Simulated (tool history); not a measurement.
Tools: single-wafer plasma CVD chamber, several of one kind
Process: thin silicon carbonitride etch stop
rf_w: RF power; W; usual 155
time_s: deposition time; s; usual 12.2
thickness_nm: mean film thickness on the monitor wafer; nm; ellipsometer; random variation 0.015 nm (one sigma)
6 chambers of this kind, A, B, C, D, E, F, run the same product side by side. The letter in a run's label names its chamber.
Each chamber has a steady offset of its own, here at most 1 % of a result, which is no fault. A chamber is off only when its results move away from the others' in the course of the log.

run	hour	rf_w	time_s	hours since the last thermocouple change	hours since the last RF generator calibration	read-back reference wafer on the same gauge, thickness_nm	thickness_nm
1E	6.0	155	12.2	1046.0	1133.8	5.5128	6.3763
2D	11.8	155	12.2	1385.5	476.2	5.5104	6.4369
3B	18.4	155	12.2	278.8	29.0	5.5090	6.4379
4A	21.7	155	12.2	1172.5	93.5	5.5103	6.4167
5C	28.8	155	12.2	1253.5	548.1	5.5102	6.4735
6F	32.2	155	12.2	2083.4	98.3	5.5135	6.3724
7B	38.1	155	12.2	298.5	48.7	5.5116	6.4220
8A	43.1	155	12.2	1193.9	114.9	5.5127	6.4269
9C	50.4	155	11.3	1275.1	569.7	5.5099	5.9734
10E	54.2	155	11.3	1094.2	1182.0	5.5130	5.9216
11D	60.7	155	11.3	1434.4	525.1	5.5110	5.9711
12F	67.9	155	11.3	2119.1	134.0	5.5085	5.8818
13F	75.2	155	11.3	2126.4	141.3	5.5141	5.9270
14C	82.7	155	11.3	1307.4	602.0	5.5108	5.9762
15A	88.7	155	12.2	1239.5	160.5	5.5093	6.4036
16E	92.2	155	12.2	1132.2	1220.0	5.5093	6.3771
17D	95.6	155	12.2	1469.3	560.0	5.5093	6.4228
18B	102.0	155	12.2	362.4	112.6	5.5077	6.4246
19B	106.2	155	12.2	366.6	116.8	5.5116	6.4486
20C	112.2	155	12.2	1336.9	631.5	5.5113	6.4496
21E	118.4	155	12.2	1158.4	1246.2	5.5083	6.3957
22A	123.0	155	12.2	1273.8	194.8	5.5103	6.4177
23D	129.5	155	12.2	1503.2	593.9	5.5088	6.4235
24F	134.1	155	12.2	2185.3	200.2	5.5096	6.3695
25D	137.9	155	13.1	1511.6	602.3	5.5131	6.8970
26E	141.2	155	13.1	1181.2	1269.0	5.5132	6.8530
27A	146.3	155	13.1	1297.1	218.1	5.5079	6.8873
28F	153.8	155	13.1	2205.0	219.9	5.5116	6.8479
29C	158.7	155	13.1	1383.4	678.0	5.5119	6.9182
30B	164.9	155	13.1	425.3	175.5	5.5076	6.9116
31A	168.6	155	12.2	1319.4	240.4	5.5095	6.4062
32B	173.3	155	12.2	433.7	183.9	5.5103	6.4299
33C	178.9	155	12.2	1403.6	698.2	5.5081	6.4259
34F	186.3	155	12.2	2237.5	252.4	5.5069	6.3900
35E	193.0	155	12.2	1233.0	1320.8	5.5100	6.3871
36D	199.2	155	12.2	1572.9	663.6	5.5086	6.4228
37B	203.0	155	12.2	463.4	213.6	5.5142	6.4244
38E	208.6	155	12.2	1248.6	1336.4	5.5134	6.3897
39D	213.6	155	12.2	1587.3	678.0	5.5072	6.4178
40F	218.6	155	12.2	2269.8	284.7	5.5098	6.3800
41A	225.8	155	12.2	1376.6	297.6	5.5112	6.4196

Is one chamber off against the others, does the gauge drift, or is nothing wrong? If a chamber is off, say which, and what the likeliest cause is.

No chamber stands off beyond its own small offset, and the gauge holds steady.
